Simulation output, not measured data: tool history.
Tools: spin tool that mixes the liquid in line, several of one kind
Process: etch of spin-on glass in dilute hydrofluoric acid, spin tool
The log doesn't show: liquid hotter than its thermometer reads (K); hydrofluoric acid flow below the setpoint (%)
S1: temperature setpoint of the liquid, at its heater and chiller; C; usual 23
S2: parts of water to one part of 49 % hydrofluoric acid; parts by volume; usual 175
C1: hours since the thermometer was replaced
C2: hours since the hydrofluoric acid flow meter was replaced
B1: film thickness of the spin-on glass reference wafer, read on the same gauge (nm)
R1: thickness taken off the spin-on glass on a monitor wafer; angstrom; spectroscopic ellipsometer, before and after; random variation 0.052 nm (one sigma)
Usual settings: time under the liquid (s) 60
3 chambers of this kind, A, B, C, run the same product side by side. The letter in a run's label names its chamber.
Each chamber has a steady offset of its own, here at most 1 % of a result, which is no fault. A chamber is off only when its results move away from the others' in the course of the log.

{"run": "1B", "hour": 6.6, "S1": 23, "S2": 175, "time under the liquid (s)": 60, "C1": 634.9, "C2": 520.6, "B1": 110.01, "R1": 79.352}
{"run": "2A", "hour": 13.7, "S1": 23, "S2": 175, "time under the liquid (s)": 60, "C1": 889.5, "C2": 103.4, "B1": 110.01, "R1": 78.405}
{"run": "3C", "hour": 19.3, "S1": 23, "S2": 175, "time under the liquid (s)": 60, "C1": 2147.4, "C2": 562.9, "B1": 109.99, "R1": 80.156}
{"run": "4A", "hour": 24.5, "S1": 23, "S2": 175, "time under the liquid (s)": 60, "C1": 900.3, "C2": 114.2, "B1": 109.99, "R1": 79.883}
{"run": "5B", "hour": 28.2, "S1": 23, "S2": 175, "time under the liquid (s)": 60, "C1": 656.5, "C2": 542.2, "B1": 110, "R1": 78.968}
{"run": "6C", "hour": 32.0, "S1": 23, "S2": 175, "time under the liquid (s)": 60, "C1": 2160.1, "C2": 575.6, "B1": 110, "R1": 79.235}
{"run": "7A", "hour": 35.9, "S1": 23, "S2": 175, "time under the liquid (s)": 60, "C1": 911.7, "C2": 125.6, "B1": 110, "R1": 78.634}
{"run": "8B", "hour": 40.6, "S1": 23, "S2": 175, "time under the liquid (s)": 60, "C1": 668.9, "C2": 554.6, "B1": 109.99, "R1": 78.525}
{"run": "9C", "hour": 44.8, "S1": 23, "S2": 175, "time under the liquid (s)": 60, "C1": 2172.9, "C2": 588.4, "B1": 110.01, "R1": 79.573}
{"run": "10B", "hour": 48.8, "S1": 23, "S2": 175, "time under the liquid (s)": 60, "C1": 677.1, "C2": 562.8, "B1": 110.01, "R1": 79.267}
{"run": "11A", "hour": 52.8, "S1": 23, "S2": 175, "time under the liquid (s)": 60, "C1": 928.6, "C2": 142.5, "B1": 110, "R1": 79.882}
{"run": "12C", "hour": 58.9, "S1": 23, "S2": 175, "time under the liquid (s)": 60, "C1": 2187, "C2": 602.5, "B1": 109.98, "R1": 79.115}
{"run": "13C", "hour": 62.9, "S1": 23, "S2": 175, "time under the liquid (s)": 60, "C1": 2191, "C2": 606.5, "B1": 109.99, "R1": 80.305}
{"run": "14B", "hour": 68.0, "S1": 23, "S2": 175, "time under the liquid (s)": 60, "C1": 696.3, "C2": 582, "B1": 110, "R1": 78.623}
{"run": "15A", "hour": 74.2, "S1": 23, "S2": 175, "time under the liquid (s)": 60, "C1": 950, "C2": 163.9, "B1": 110, "R1": 79.354}
{"run": "16A", "hour": 80.8, "S1": 20.5, "S2": 175, "time under the liquid (s)": 45, "C1": 956.6, "C2": 170.5, "B1": 110, "R1": 54.298}
{"run": "17C", "hour": 85.6, "S1": 20.5, "S2": 175, "time under the liquid (s)": 45, "C1": 2213.7, "C2": 629.2, "B1": 110.01, "R1": 54.56}
{"run": "18B", "hour": 89.7, "S1": 20.5, "S2": 175, "time under the liquid (s)": 45, "C1": 718, "C2": 603.7, "B1": 110.02, "R1": 53.768}
{"run": "19C", "hour": 94.0, "S1": 23, "S2": 175, "time under the liquid (s)": 60, "C1": 2222.1, "C2": 637.6, "B1": 110.01, "R1": 79.287}
{"run": "20B", "hour": 101.0, "S1": 23, "S2": 175, "time under the liquid (s)": 60, "C1": 729.3, "C2": 615, "B1": 109.98, "R1": 78.694}
{"run": "21A", "hour": 107.4, "S1": 23, "S2": 175, "time under the liquid (s)": 60, "C1": 983.2, "C2": 197.1, "B1": 109.99, "R1": 81.379}
{"run": "22C", "hour": 112.4, "S1": 23, "S2": 175, "time under the liquid (s)": 60, "C1": 2240.5, "C2": 656, "B1": 110.01, "R1": 79.166}
{"run": "23B", "hour": 116.6, "S1": 21, "S2": 225, "time under the liquid (s)": 60, "C1": 744.9, "C2": 630.6, "B1": 110.01, "R1": 54.284}
{"run": "24A", "hour": 123.1, "S1": 21, "S2": 225, "time under the liquid (s)": 60, "C1": 998.9, "C2": 212.8, "B1": 110.02, "R1": 55.687}
{"run": "25A", "hour": 127.6, "S1": 21, "S2": 225, "time under the liquid (s)": 60, "C1": 1003.4, "C2": 217.3, "B1": 110, "R1": 57.01}
{"run": "26B", "hour": 135.1, "S1": 23, "S2": 205, "time under the liquid (s)": 60, "C1": 763.4, "C2": 649.1, "B1": 110.01, "R1": 65.397}
{"run": "27C", "hour": 139.4, "S1": 23, "S2": 205, "time under the liquid (s)": 60, "C1": 2267.5, "C2": 683, "B1": 110, "R1": 65.316}
{"run": "28B", "hour": 146.6, "S1": 23, "S2": 205, "time under the liquid (s)": 60, "C1": 774.9, "C2": 660.6, "B1": 109.99, "R1": 66.362}
{"run": "29A", "hour": 153.0, "S1": 23, "S2": 175, "time under the liquid (s)": 60, "C1": 1028.8, "C2": 242.7, "B1": 109.99, "R1": 83.621}
{"run": "30C", "hour": 156.8, "S1": 23, "S2": 175, "time under the liquid (s)": 60, "C1": 2284.9, "C2": 700.4, "B1": 110, "R1": 80.172}
{"run": "31C", "hour": 162.6, "S1": 23, "S2": 175, "time under the liquid (s)": 60, "C1": 2290.7, "C2": 706.2, "B1": 109.98, "R1": 79.966}
{"run": "32B", "hour": 169.5, "S1": 23, "S2": 175, "time under the liquid (s)": 60, "C1": 797.8, "C2": 683.5, "B1": 110.01, "R1": 79.762}
{"hour": 171.9, "done": "chamber C: thermometer replaced"}
{"run": "33A", "hour": 175.5, "S1": 23, "S2": 175, "time under the liquid (s)": 60, "C1": 1051.3, "C2": 265.2, "B1": 110, "R1": 84.762}
{"run": "34A", "hour": 181.9, "S1": 23, "S2": 175, "time under the liquid (s)": 60, "C1": 1057.7, "C2": 271.6, "B1": 110.02, "R1": 86.033}
{"run": "35B", "hour": 186.3, "S1": 23, "S2": 175, "time under the liquid (s)": 60, "C1": 814.6, "C2": 700.3, "B1": 109.99, "R1": 80.395}
{"run": "36C", "hour": 191.7, "S1": 23, "S2": 175, "time under the liquid (s)": 60, "C1": 19.8, "C2": 735.3, "B1": 110.01, "R1": 80.827}
{"run": "37C", "hour": 196.2, "S1": 23, "S2": 175, "time under the liquid (s)": 60, "C1": 24.3, "C2": 739.8, "B1": 110.01, "R1": 79.755}
{"run": "38A", "hour": 201.1, "S1": 23, "S2": 175, "time under the liquid (s)": 60, "C1": 1076.9, "C2": 290.8, "B1": 110, "R1": 85.988}
{"run": "39B", "hour": 205.0, "S1": 23, "S2": 175, "time under the liquid (s)": 60, "C1": 833.3, "C2": 719, "B1": 110.01, "R1": 79.359}
{"run": "40B", "hour": 210.9, "S1": 23, "S2": 260, "time under the liquid (s)": 60, "C1": 839.2, "C2": 724.9, "B1": 110.01, "R1": 48.902}
{"run": "41C", "hour": 217.7, "S1": 23, "S2": 260, "time under the liquid (s)": 60, "C1": 45.8, "C2": 761.3, "B1": 109.99, "R1": 48.367}

What goes on in this fleet: one chamber off, a drifting gauge, or nothing beyond the chambers' own small offsets? Name the chamber and the cause, if any.

Chamber A drifts away from the others.
Cause: liquid hotter than its thermometer reads (K) = 2.32.
The log may not tell that from: hydrofluoric acid flow above the setpoint (%).

Here are 4 candidates for chamber A's next run, each the usual settings with a change, their results left as question marks. Which one brings its results back in line with what the others give on the usual settings?
In line means no further than this from the other chambers' mean on the usual settings: R1 1.8 angstrom
{"run": "42A-1", "hour": 223.3, "S1": 23, "S2": 155, "time under the liquid (s)": 60, "R1": "?"}
{"run": "42A-2", "hour": 223.3, "S1": 19, "S2": 175, "time under the liquid (s)": 60, "R1": "?"}
{"run": "42A-3", "hour": 223.3, "S1": 20.5, "S2": 175, "time under the liquid (s)": 60, "R1": "?"}
{"run": "42A-4", "hour": 223.3, "S1": 23, "S2": 175, "time under the liquid (s)": 65, "R1": "?"}

The other chambers' mean on the usual settings: R1 79.564 angstrom
run=42A-1 R1=100.16
run=42A-2 R1=74.567
run=42A-3 R1=78.952
run=42A-4 R1=93.949
42A-3 brings the chamber back in line.
